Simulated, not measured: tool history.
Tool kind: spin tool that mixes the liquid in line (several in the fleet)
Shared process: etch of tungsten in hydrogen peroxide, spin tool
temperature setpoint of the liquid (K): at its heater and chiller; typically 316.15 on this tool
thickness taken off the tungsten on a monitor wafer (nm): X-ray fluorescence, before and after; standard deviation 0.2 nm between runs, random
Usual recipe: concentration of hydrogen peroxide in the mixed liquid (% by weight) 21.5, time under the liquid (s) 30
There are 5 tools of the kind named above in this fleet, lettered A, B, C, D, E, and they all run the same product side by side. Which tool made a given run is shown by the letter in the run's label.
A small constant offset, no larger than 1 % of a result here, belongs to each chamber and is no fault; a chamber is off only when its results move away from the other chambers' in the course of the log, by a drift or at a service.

| run | day | temperature setpoint of the liquid (K) | concentration of hydrogen peroxide in the mixed liquid (% by weight) | time under the liquid (s) | hours since the thermometer was replaced | hours since the peroxide flow meter was replaced | hours since the heated supply line was repaired | hours since the drum of peroxide was connected | read-back film thickness of the tungsten reference wafer, read on the same gauge (nm) | thickness taken off the tungsten on a monitor wafer (nm) |
|---|---|---|---|---|---|---|---|---|---|---|
| 1E | 0.15 | 316.15 | 21.5 | 30 | 211.2 | 975.1 | 2362.7 | 514 | 50.038 | 23.085 |
| 2C | 0.279 | 316.15 | 21.5 | 30 | 247.7 | 77.4 | 945.8 | 495.6 | 50.039 | 22.923 |
| 3B | 0.45 | 316.15 | 21.5 | 30 | 514.7 | 375.4 | 553.2 | 126.9 | 49.98 | 22.845 |
| 4D | 0.571 | 316.15 | 21.5 | 30 | 20.6 | 435.7 | 2285.4 | 145.2 | 49.962 | 22.713 |
| 5A | 0.708 | 316.15 | 21.5 | 30 | 348.8 | 811.2 | 2402.2 | 58.7 | 50.003 | 22.746 |
| 6D | 0.904 | 316.15 | 21.5 | 30 | 28.6 | 443.7 | 2293.4 | 153.2 | 49.983 | 22.689 |
| 7B | 1.067 | 316.15 | 21.5 | 30 | 529.5 | 390.2 | 568 | 141.7 | 50.011 | 22.61 |
| 8E | 1.262 | 316.15 | 21.5 | 30 | 237.9 | 1001.8 | 2389.4 | 540.7 | 50.012 | 22.635 |
| 9A | 1.467 | 316.15 | 21.5 | 30 | 367 | 829.4 | 2420.4 | 76.9 | 50.016 | 22.668 |
| 10C | 1.638 | 316.15 | 21.5 | 30 | 280.3 | 110 | 978.4 | 528.2 | 49.98 | 22.804 |
| 11D | 1.783 | 316.15 | 21.5 | 30 | 49.7 | 464.8 | 2314.5 | 174.3 | 49.999 | 23.122 |
| 12B | 1.979 | 316.15 | 21.5 | 30 | 551.4 | 412.1 | 589.9 | 163.6 | 50.001 | 23.033 |
| 13A | 2.138 | 316.15 | 21.5 | 30 | 383.1 | 845.5 | 2436.5 | 93 | 49.965 | 22.268 |
| 14C | 2.296 | 316.15 | 21.5 | 30 | 296.1 | 125.8 | 994.2 | 544 | 49.988 | 22.589 |
| 15E | 2.517 | 316.15 | 21.5 | 30 | 268 | 1031.9 | 2419.5 | 570.8 | 49.962 | 22.755 |
| 16A | 2.65 | 316.15 | 21.5 | 30 | 395.4 | 857.8 | 2448.8 | 105.3 | 49.975 | 21.716 |
| 17C | 2.854 | 316.15 | 21.5 | 30 | 309.5 | 139.2 | 1007.6 | 557.4 | 50.012 | 22.516 |
| 18D | 2.979 | 320.15 | 19.5 | 30 | 78.4 | 493.5 | 2343.2 | 203 | 50.014 | 27.661 |
| 19B | 3.112 | 320.15 | 19.5 | 30 | 578.6 | 439.3 | 617.1 | 190.8 | 50.015 | 28.095 |
|  | 3.217 | chamber C: new drum of peroxide connected |
| 20E | 3.338 | 320.15 | 19.5 | 30 | 287.7 | 1051.6 | 2439.2 | 590.5 | 49.954 | 27.909 |
|  | 3.342 | chamber C: heated supply line repaired |
| 21C | 3.488 | 320.15 | 19.5 | 30 | 324.7 | 154.4 | 3.5 | 6.6 | 49.982 | 28.102 |
| 22B | 3.658 | 320.15 | 19.5 | 30 | 591.7 | 452.4 | 630.2 | 203.9 | 50.029 | 28.038 |
| 23D | 3.867 | 316.15 | 21.5 | 30 | 99.7 | 514.8 | 2364.5 | 224.3 | 50.017 | 22.818 |
| 24E | 4 | 316.15 | 21.5 | 30 | 303.6 | 1067.5 | 2455.1 | 606.4 | 50.002 | 23.203 |
| 25A | 4.188 | 316.15 | 21.5 | 30 | 432.3 | 894.7 | 2485.7 | 142.2 | 50.006 | 21.483 |
| 26C | 4.312 | 316.15 | 21.5 | 30 | 344.5 | 174.2 | 23.3 | 26.4 | 49.992 | 23.004 |
| 27D | 4.442 | 316.15 | 21.5 | 30 | 113.5 | 528.6 | 2378.3 | 238.1 | 50.055 | 22.473 |
| 28B | 4.562 | 316.15 | 21.5 | 30 | 613.4 | 474.1 | 651.9 | 225.6 | 49.985 | 22.356 |
| 29E | 4.717 | 316.15 | 21.5 | 50 | 320.8 | 1084.7 | 2472.3 | 623.6 | 50.026 | 38.35 |
| 30A | 4.921 | 316.15 | 21.5 | 50 | 449.9 | 912.3 | 2503.3 | 159.8 | 49.977 | 34.452 |
| 31B | 5.079 | 316.15 | 21.5 | 50 | 625.8 | 486.5 | 664.3 | 238 | 49.961 | 37.98 |
| 32A | 5.196 | 316.15 | 21.5 | 50 | 456.5 | 918.9 | 2509.9 | 166.4 | 49.952 | 34.471 |
| 33D | 5.325 | 316.15 | 21.5 | 50 | 134.7 | 549.8 | 2399.5 | 259.3 | 50.03 | 37.879 |
| 34E | 5.462 | 316.15 | 21.5 | 30 | 338.7 | 1102.6 | 2490.2 | 641.5 | 50.014 | 22.871 |
| 35C | 5.562 | 316.15 | 21.5 | 30 | 374.5 | 204.2 | 53.3 | 56.4 | 50.041 | 22.892 |

Each of the 5 chambers runs these same settings next. Fill in every chamber's results:
| 36A | 5.729 | 316.15 | 21.5 | 30 |  |  |  |  |  | ? |
| 36B | 5.729 | 316.15 | 21.5 | 30 |  |  |  |  |  | ? |
| 36C | 5.729 | 316.15 | 21.5 | 30 |  |  |  |  |  | ? |
| 36D | 5.729 | 316.15 | 21.5 | 30 |  |  |  |  |  | ? |
| 36E | 5.729 | 316.15 | 21.5 | 30 |  |  |  |  |  | ? |

| run | thickness taken off the tungsten on a monitor wafer (nm) |
|---|---|
| 36A | 20.53 |
| 36B | 22.727 |
| 36C | 22.855 |
| 36D | 22.629 |
| 36E | 23.205 |
